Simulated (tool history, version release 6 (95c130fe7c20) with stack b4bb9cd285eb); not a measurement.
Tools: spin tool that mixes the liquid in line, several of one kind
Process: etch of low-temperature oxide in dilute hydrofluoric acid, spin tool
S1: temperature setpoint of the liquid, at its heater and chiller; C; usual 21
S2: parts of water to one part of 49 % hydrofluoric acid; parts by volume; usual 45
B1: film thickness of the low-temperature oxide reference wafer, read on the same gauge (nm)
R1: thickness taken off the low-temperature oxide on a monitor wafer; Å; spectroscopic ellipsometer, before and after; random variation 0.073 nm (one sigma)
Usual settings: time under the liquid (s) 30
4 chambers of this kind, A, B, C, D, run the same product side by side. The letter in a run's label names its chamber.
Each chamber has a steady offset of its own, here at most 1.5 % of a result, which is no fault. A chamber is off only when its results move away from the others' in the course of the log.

Run 1C, hour 3.1: usual settings; B1 79.984. Result: R1 107.55 Å.
Run 2B, hour 6.2: usual settings; B1 79.995. Result: R1 106.48 Å.
Run 3D, hour 10.6: usual settings; B1 80.004. Result: R1 103.85 Å.
Run 4A, hour 15.2: usual settings; B1 79.987. Result: R1 106.88 Å.
Run 5B, hour 20.7: usual settings; B1 80.028. Result: R1 106.63 Å.
Run 6D, hour 23.9: usual settings; B1 80.036. Result: R1 104.61 Å.
Run 7C, hour 27.3: usual settings; B1 79.999. Result: R1 107 Å.
Run 8A, hour 32: usual settings but S2 55 parts by volume; B1 79.997. Result: R1 85.56 Å.
Run 9A, hour 35.2: usual settings but S2 55 parts by volume; B1 80.008. Result: R1 85.467 Å.
Run 10B, hour 38.3: usual settings but S2 55 parts by volume; B1 80. Result: R1 84.365 Å.
Run 11D, hour 42.6: usual settings but S2 55 parts by volume; B1 80.019. Result: R1 83.992 Å.
Run 12C, hour 46.5: usual settings; B1 80.014. Result: R1 106.62 Å.
Run 13A, hour 51.2: usual settings; B1 79.99. Result: R1 103.75 Å.
Run 14C, hour 54.7: usual settings; B1 79.999. Result: R1 106.79 Å.
Run 15D, hour 57.3: usual settings but S1 24 C, S2 35 parts by volume; B1 80.025. Result: R1 154.86 Å.
Run 16B, hour 60.8: usual settings but S1 24 C, S2 35 parts by volume; B1 79.982. Result: R1 156.15 Å.
Run 17B, hour 65.6: usual settings but S1 24 C, S2 35 parts by volume; B1 80.006. Result: R1 156.22 Å.
Run 18A, hour 68.6: usual settings but S1 24 C, S2 35 parts by volume; B1 79.978. Result: R1 152.85 Å.
Run 19D, hour 71.6: usual settings; B1 79.998. Result: R1 104.24 Å.
Run 20C, hour 76.4: usual settings; B1 79.995. Result: R1 107.41 Å.
Run 21D, hour 78.9: usual settings; B1 79.99. Result: R1 105.76 Å.
Run 22B, hour 81.8: usual settings; B1 80. Result: R1 106.87 Å.
Run 23A, hour 86.7: usual settings; B1 79.986. Result: R1 102.24 Å.
Run 24C, hour 91.2: usual settings; B1 80.01. Result: R1 107.2 Å.
Run 25B, hour 94.8: usual settings; B1 80.014. Result: R1 105.38 Å.
Run 26A, hour 98.5: usual settings; B1 80.008. Result: R1 101.56 Å.
At hour 100.2: chamber A: hydrofluoric acid flow meter replaced.
Run 27D, hour 102.4: usual settings; B1 79.993. Result: R1 105.43 Å.
Run 28C, hour 106.3: usual settings; B1 79.998. Result: R1 108.03 Å.
Run 29C, hour 110: usual settings; B1 80.014. Result: R1 108.44 Å.
Run 30A, hour 113.4: usual settings; B1 79.998. Result: R1 99.378 Å.
Run 31D, hour 117.2: usual settings; B1 80.024. Result: R1 105.28 Å.
Run 32B, hour 122.1: usual settings; B1 80.018. Result: R1 106.14 Å.
Run 33D, hour 125.8: usual settings; B1 79.975. Result: R1 105.37 Å.
Run 34A, hour 130.4: usual settings; B1 80.025. Result: R1 97.935 Å.
Run 35C, hour 132.8: usual settings; B1 79.977. Result: R1 108.56 Å.
Run 36B, hour 135.3: usual settings; B1 79.971. Result: R1 104.58 Å.
Run 37A, hour 140.2: usual settings; B1 79.995. Result: R1 97.581 Å.
Run 38B, hour 144.6: usual settings; B1 79.996. Result: R1 105.75 Å.
Run 39D, hour 147.1: usual settings but S1 24 C, S2 35 parts by volume; B1 79.976. Result: R1 154.99 Å.

What goes on in this fleet: one chamber off, a drifting gauge, or nothing beyond the chambers' own small offsets? Name the chamber and the cause, if any.

Chamber A drifts away from the others.
Cause: liquid colder than its thermometer reads (K) = 2.25.

Here are 4 candidates for chamber A's next run, each the usual settings with a change, their results left as question marks. Which one brings its results back in line with what the others give on the usual settings?
In line means no further than this from the other chambers' mean on the usual settings: R1 2.5 Å
Run 40A-1, hour 151.1: usual settings but S1 21.5 C, S2 40 parts by volume. Result: R1 ?.
Run 40A-2, hour 151.1: usual settings but S1 17.5 C. Result: R1 ?.
Run 40A-3, hour 151.1: usual settings but S1 23 C. Result: R1 ?.
Run 40A-4, hour 151.1: usual settings but S1 19 C. Result: R1 ?.

The other chambers' mean on the usual settings: R1 105.9 Å
  run      R1
40A-1  111.99
40A-2  83.091
40A-3  105.29
40A-4  88.715
40A-3 brings the chamber back in line.
